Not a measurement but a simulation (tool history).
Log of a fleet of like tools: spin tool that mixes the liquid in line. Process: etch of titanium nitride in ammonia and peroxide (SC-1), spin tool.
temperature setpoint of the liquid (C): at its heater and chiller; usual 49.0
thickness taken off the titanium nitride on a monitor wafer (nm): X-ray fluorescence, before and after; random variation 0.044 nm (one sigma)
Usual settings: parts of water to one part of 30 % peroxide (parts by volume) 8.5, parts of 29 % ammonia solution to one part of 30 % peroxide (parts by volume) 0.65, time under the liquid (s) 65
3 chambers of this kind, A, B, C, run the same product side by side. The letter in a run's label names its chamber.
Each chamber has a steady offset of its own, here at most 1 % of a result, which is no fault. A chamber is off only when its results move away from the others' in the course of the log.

| run | day | temperature setpoint of the liquid (C) | parts of water to one part of 30 % peroxide (parts by volume) | parts of 29 % ammonia solution to one part of 30 % peroxide (parts by volume) | time under the liquid (s) | hours since the thermometer was replaced | hours since the ammonia flow meter was replaced | hours since the heated supply line was repaired | hours since the drum of ammonia solution was connected | read-back film thickness of the titanium nitride reference wafer, read on the same gauge (nm) | thickness taken off the titanium nitride on a monitor wafer (nm) |
|---|---|---|---|---|---|---|---|---|---|---|---|
| 1A | 0.621 | 49.0 | 8.5 | 0.65 | 65 | 802.0 | 310.7 | 163.5 | 56.6 | 99.960 | 4.8367 |
| 2B | 1.117 | 49.0 | 8.5 | 0.65 | 65 | 129.5 | 740.4 | 487.2 | 87.9 | 99.996 | 4.7496 |
| 3C | 1.571 | 49.0 | 8.5 | 0.65 | 65 | 782.3 | 1298.1 | 1115.1 | 390.5 | 100.020 | 4.7270 |
| 4A | 2.250 | 49.0 | 8.5 | 0.65 | 65 | 841.1 | 349.8 | 202.6 | 95.7 | 99.988 | 4.8802 |
| 5C | 2.583 | 49.0 | 8.5 | 0.65 | 65 | 806.6 | 1322.4 | 1139.4 | 414.8 | 99.979 | 4.8012 |
| 6B | 3.250 | 56.5 | 8.5 | 0.65 | 65 | 180.7 | 791.6 | 538.4 | 139.1 | 100.000 | 8.1570 |
| 7A | 3.812 | 56.5 | 8.5 | 0.65 | 65 | 878.6 | 387.3 | 240.1 | 133.2 | 100.040 | 8.0145 |
| 8C | 4.400 | 56.5 | 8.5 | 0.65 | 65 | 850.2 | 1366.0 | 1183.0 | 458.4 | 99.991 | 7.9844 |
| 9B | 4.717 | 49.0 | 8.5 | 0.65 | 65 | 215.9 | 826.8 | 573.6 | 174.3 | 100.010 | 4.7951 |
| 10C | 5.096 | 49.0 | 8.5 | 0.65 | 65 | 866.9 | 1382.7 | 1199.7 | 475.1 | 99.999 | 4.8160 |
| 11B | 5.458 | 49.0 | 8.5 | 0.65 | 65 | 233.7 | 844.6 | 591.4 | 192.1 | 99.970 | 4.7542 |
| 12A | 5.954 | 49.0 | 8.5 | 0.65 | 65 | 930.0 | 438.7 | 291.5 | 184.6 | 100.020 | 4.8066 |
|  | 6.371 | chamber A: new drum of ammonia solution connected |
| 13C | 6.425 | 49.0 | 8.5 | 0.65 | 65 | 898.8 | 1414.6 | 1231.6 | 507.0 | 100.000 | 4.8492 |
| 14A | 6.796 | 49.0 | 8.5 | 0.65 | 65 | 950.2 | 458.9 | 311.7 | 10.2 | 99.995 | 4.9694 |
| 15B | 7.325 | 49.0 | 8.5 | 0.65 | 65 | 278.5 | 889.4 | 636.2 | 236.9 | 99.990 | 4.6954 |
| 16A | 7.642 | 49.0 | 8.5 | 0.65 | 65 | 970.5 | 479.2 | 332.0 | 30.5 | 99.999 | 4.8465 |
| 17C | 8.162 | 49.0 | 10.0 | 0.65 | 65 | 940.5 | 1456.3 | 1273.3 | 548.7 | 99.987 | 4.4184 |
| 18B | 8.696 | 49.0 | 10.0 | 0.65 | 65 | 311.4 | 922.3 | 669.1 | 269.8 | 100.030 | 4.2802 |
| 19C | 9.050 | 49.0 | 10.0 | 0.65 | 65 | 961.8 | 1477.6 | 1294.6 | 570.0 | 99.999 | 4.4045 |
| 20B | 9.683 | 49.0 | 8.5 | 0.65 | 65 | 335.1 | 946.0 | 692.8 | 293.5 | 99.996 | 4.5635 |
| 21A | 10.362 | 49.0 | 7.0 | 0.65 | 90 | 1035.8 | 544.5 | 397.3 | 95.8 | 100.030 | 7.3473 |
| 22A | 10.675 | 49.0 | 7.0 | 0.65 | 90 | 1043.3 | 552.0 | 404.8 | 103.3 | 99.986 | 7.4255 |
| 23B | 11.142 | 49.0 | 7.0 | 0.65 | 90 | 370.1 | 981.0 | 727.8 | 328.5 | 99.977 | 6.9330 |
| 24C | 11.546 | 49.0 | 6.0 | 0.65 | 100 | 1021.7 | 1537.5 | 1354.5 | 629.9 | 99.974 | 8.8057 |
| 25C | 12.021 | 49.0 | 6.0 | 0.65 | 100 | 1033.1 | 1548.9 | 1365.9 | 641.3 | 100.020 | 8.6708 |
| 26B | 12.654 | 49.0 | 6.0 | 0.65 | 100 | 406.4 | 1017.3 | 764.1 | 364.8 | 99.948 | 8.0721 |
| 27A | 13.279 | 49.0 | 8.5 | 0.65 | 65 | 1105.8 | 614.5 | 467.3 | 165.8 | 99.998 | 4.8000 |
| 28C | 13.933 | 49.0 | 8.5 | 0.65 | 65 | 1079.0 | 1594.8 | 1411.8 | 687.2 | 99.984 | 4.7787 |
| 29A | 14.529 | 49.0 | 8.5 | 0.65 | 65 | 1135.8 | 644.5 | 497.3 | 195.8 | 100.020 | 4.8031 |

What goes on in this fleet: one chamber off, a drifting gauge, or nothing beyond the chambers' own small offsets? Name the chamber and the cause, if any.

Chamber B drifts away from the others.
Cause: temperature lost on the way to the wafer (K) = 1.69.
The log may not tell that from: liquid colder than its thermometer reads (K).

Here are 4 candidates for chamber B's next run, each the usual settings with a change, their results left as question marks. Which one brings its results back in line with what the others give on the usual settings?
In line means no further than this from the other chambers' mean on the usual settings: thickness taken off the titanium nitride on a monitor wafer (nm) 0.1500
| 30B-1 | 15.017 | 49.0 | 8.0 | 0.65 | 80 |  |  |  |  |  | ? |
| 30B-2 | 15.017 | 48.5 | 8.5 | 0.65 | 60 |  |  |  |  |  | ? |
| 30B-3 | 15.017 | 49.0 | 6.5 | 0.65 | 65 |  |  |  |  |  | ? |
| 30B-4 | 15.017 | 47.0 | 9.0 | 0.65 | 60 |  |  |  |  |  | ? |

The other chambers' mean on the usual settings: thickness taken off the titanium nitride on a monitor wafer (nm) 4.8099
| run | thickness taken off the titanium nitride on a monitor wafer (nm) |
|---|---|
| 30B-1 | 5.4206 |
| 30B-2 | 3.8050 |
| 30B-3 | 4.8816 |
| 30B-4 | 3.3129 |
30B-3 brings the chamber back in line.
